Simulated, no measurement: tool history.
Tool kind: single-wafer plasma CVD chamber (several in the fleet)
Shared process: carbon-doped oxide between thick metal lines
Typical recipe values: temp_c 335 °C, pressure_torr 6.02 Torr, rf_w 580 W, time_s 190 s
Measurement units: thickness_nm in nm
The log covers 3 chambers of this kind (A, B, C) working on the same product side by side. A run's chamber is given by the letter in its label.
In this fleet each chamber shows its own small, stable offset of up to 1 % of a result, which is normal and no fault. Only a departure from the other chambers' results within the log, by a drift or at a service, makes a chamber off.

run,hour,temp_c,pressure_torr,rf_w,time_s,hours since the last thermocouple change,hours since the last RF generator calibration,hours since the last manometer calibration,"read-back reference wafer on the same gauge, thickness_nm",thickness_nm
1C,3.9,335,6.02,580,190,8.1,859.5,286.5,1200.1,1125.6
2A,8.7,335,6.02,580,190,95.8,383.6,1139.3,1200.0,1109.2
3B,15.8,335,6.02,580,190,936.2,94.7,1189.6,1200.8,1111.2
4A,22.7,335,6.02,580,190,109.8,397.6,1153.3,1200.9,1111.6
5C,25.9,335,7.33,580,209,30.1,881.5,308.5,1200.7,1258.5
6B,30.9,335,7.33,580,209,951.3,109.8,1204.7,1201.0,1244.5
# hour 34.3: chamber A: capacitance manometer re-zeroed and calibrated
7B,35.2,335,7.33,580,209,955.6,114.1,1209.0,1201.1,1245.1
8A,38.7,335,6.02,580,190,125.8,413.6,4.4,1201.0,1110.5
9C,44.6,335,6.02,580,190,48.8,900.2,327.2,1201.3,1123.4
10B,50.1,335,6.02,580,190,970.5,129.0,1223.9,1201.4,1112.9
11C,57.0,335,6.02,580,190,61.2,912.6,339.6,1201.6,1125.0
12A,61.9,335,6.02,580,190,149.0,436.8,27.6,1201.8,1112.6
13C,68.9,335,6.02,580,190,73.1,924.5,351.5,1202.0,1125.6
14A,72.5,335,6.02,580,190,159.6,447.4,38.2,1202.0,1111.4
15B,79.1,335,6.02,580,190,999.5,158.0,1252.9,1202.3,1112.8
16A,82.9,335,6.49,635,190,170.0,457.8,48.6,1202.7,1185.3
17B,86.2,335,6.49,635,190,1006.6,165.1,1260.0,1202.7,1185.0
18C,91.2,335,6.49,635,190,95.4,946.8,373.8,1202.9,1199.2
19C,94.5,335,6.02,580,190,98.7,950.1,377.1,1202.9,1126.6
20B,99.8,335,6.02,580,190,1020.2,178.7,1273.6,1203.3,1112.5
21A,106.0,335,6.02,580,190,193.1,480.9,71.7,1203.6,1112.3
22B,109.5,335,6.02,580,190,1029.9,188.4,1283.3,1203.2,1112.5
23C,114.9,335,6.02,580,190,119.1,970.5,397.5,1203.5,1127.2
24A,120.1,335,6.02,475,209,207.2,495.0,85.8,1203.6,1077.4
25C,125.9,335,6.02,475,209,130.1,981.5,408.5,1204.1,1096.2
26A,130.0,335,6.02,475,209,217.1,504.9,95.7,1204.2,1080.0
27B,134.0,335,6.02,580,190,1054.4,212.9,1307.8,1204.4,1113.3
28A,141.4,335,6.02,580,190,228.5,516.3,107.1,1204.4,1113.6
29B,146.6,335,6.02,580,190,1067.0,225.5,1320.4,1204.7,1116.2
30C,152.2,335,6.02,580,190,156.4,1007.8,434.8,1205.0,1129.8
31B,158.5,335,6.02,580,190,1078.9,237.4,1332.3,1204.8,1115.0
32C,165.2,335,6.02,580,190,169.4,1020.8,447.8,1205.2,1127.3
33A,168.5,335,6.02,580,190,255.6,543.4,134.2,1205.4,1114.2
34C,172.1,335,6.02,580,190,176.3,1027.7,454.7,1205.0,1127.4

All chambers now run identical settings, listed one chamber a line with results as question marks. What results will each chamber show?
35A,177.4,323,6.02,580,190,,,,,?
35B,177.4,323,6.02,580,190,,,,,?
35C,177.4,323,6.02,580,190,,,,,?

run,thickness_nm
35A,1158.3
35B,1157.9
35C,1173.2

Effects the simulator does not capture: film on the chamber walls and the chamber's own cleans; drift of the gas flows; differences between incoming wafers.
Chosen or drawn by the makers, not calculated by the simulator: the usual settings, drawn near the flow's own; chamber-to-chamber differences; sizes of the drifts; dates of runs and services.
